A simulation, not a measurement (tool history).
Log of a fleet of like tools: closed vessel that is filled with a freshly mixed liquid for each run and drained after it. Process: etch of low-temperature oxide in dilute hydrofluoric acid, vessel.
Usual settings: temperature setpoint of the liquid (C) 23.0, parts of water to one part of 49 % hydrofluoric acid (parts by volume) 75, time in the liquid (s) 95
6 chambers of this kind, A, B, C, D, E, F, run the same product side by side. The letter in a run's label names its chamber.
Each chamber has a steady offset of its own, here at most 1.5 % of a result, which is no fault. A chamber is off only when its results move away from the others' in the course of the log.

run   hour  temperature setpoint of the liquid (C)  parts of water to one part of 49 % hydrofluoric acid (parts by volume)  time in the liquid (s)  read-back film thickness of the low-temperature oxide reference wafer, read on the same gauge (nm)  thickness taken off the low-temperature oxide on a monitor wafer (nm)
 1F    9.8                                    23.0                                                                      75                      95                                                                                              49.999                                                                 17.670
 2B   19.5                                    23.0                                                                      75                      95                                                                                              50.009                                                                 17.525
      23.5  -- chamber B: hydrofluoric acid flow meter replaced
 3D   33.7                                    23.0                                                                      75                      95                                                                                              49.980                                                                 17.453
 4A   45.0                                    23.0                                                                      75                      95                                                                                              49.993                                                                 17.646
 5C   58.8                                    23.0                                                                      75                      95                                                                                              49.994                                                                 18.074
      66.7  -- chamber C: hydrofluoric acid flow meter replaced
 6E   67.5                                    23.0                                                                      75                      95                                                                                              50.006                                                                 18.038
 7A   81.7                                    23.0                                                                      75                      95                                                                                              50.015                                                                 17.637
 8C   88.9                                    23.0                                                                      75                      95                                                                                              50.026                                                                 17.591
 9F  101.2                                    23.0                                                                      75                      95                                                                                              49.996                                                                 17.634
10E  107.8                                    23.0                                                                      45                      45                                                                                              50.027                                                                 14.868
     110.4  -- chamber B: thermometer replaced
11D  116.8                                    23.0                                                                      45                      45                                                                                              49.985                                                                 14.176
12B  124.4                                    23.0                                                                      45                      45                                                                                              50.000                                                                 14.285
13A  138.7                                    23.0                                                                      45                      45                                                                                              50.002                                                                 14.566
14B  146.7                                    23.0                                                                      45                      45                                                                                              50.002                                                                 14.238
15C  157.1                                    23.0                                                                      45                      45                                                                                              50.006                                                                 14.510
16F  168.4                                    23.0                                                                      75                      95                                                                                              50.002                                                                 17.581
17E  175.9                                    23.0                                                                      75                      95                                                                                              49.990                                                                 17.826
18D  189.2                                    23.0                                                                      75                      95                                                                                              49.999                                                                 17.729
19F  197.1                                    23.0                                                                      75                      95                                                                                              50.007                                                                 17.695
20D  204.0                                    27.0                                                                      90                      95                                                                                              50.013                                                                 16.742
21C  217.2                                    27.0                                                                      90                      95                                                                                              50.025                                                                 17.155
22E  231.1                                    27.0                                                                      90                      95                                                                                              50.014                                                                 17.101
23B  243.6                                    27.0                                                                      90                      95                                                                                              50.012                                                                 16.645
24A  252.6                                    27.0                                                                      90                      95                                                                                              49.960                                                                 17.191
25E  265.9                                    27.0                                                                      90                      95                                                                                              50.010                                                                 17.077
26C  273.6                                    23.0                                                                      75                      95                                                                                              50.014                                                                 17.812
27B  280.6                                    23.0                                                                      75                      95                                                                                              49.986                                                                 17.435
28F  291.4                                    23.0                                                                      75                      95                                                                                              50.001                                                                 17.546
29A  301.9                                    23.0                                                                      75                      95                                                                                              50.003                                                                 17.866
30D  309.4                                    23.0                                                                      75                      95                                                                                              49.983                                                                 18.020
31D  319.4                                    23.0                                                                      75                      95                                                                                              49.976                                                                 17.671
32C  326.6                                    23.0                                                                      75                      95                                                                                              49.988                                                                 17.870
33E  336.6                                    23.0                                                                      75                      95                                                                                              49.997                                                                 17.858
34B  347.2                                    23.0                                                                      75                      95                                                                                              49.985                                                                 17.387
35A  357.7                                    23.0                                                                      35                      75                                                                                              49.989                                                                 31.875
36F  371.0                                    23.0                                                                      35                      75                                                                                              49.999                                                                 30.809

What goes on in this fleet: one chamber off, a drifting gauge, or nothing beyond the chambers' own small offsets? Name the chamber and the cause, if any.

No chamber stands off beyond its own small offset, and the gauge holds steady.

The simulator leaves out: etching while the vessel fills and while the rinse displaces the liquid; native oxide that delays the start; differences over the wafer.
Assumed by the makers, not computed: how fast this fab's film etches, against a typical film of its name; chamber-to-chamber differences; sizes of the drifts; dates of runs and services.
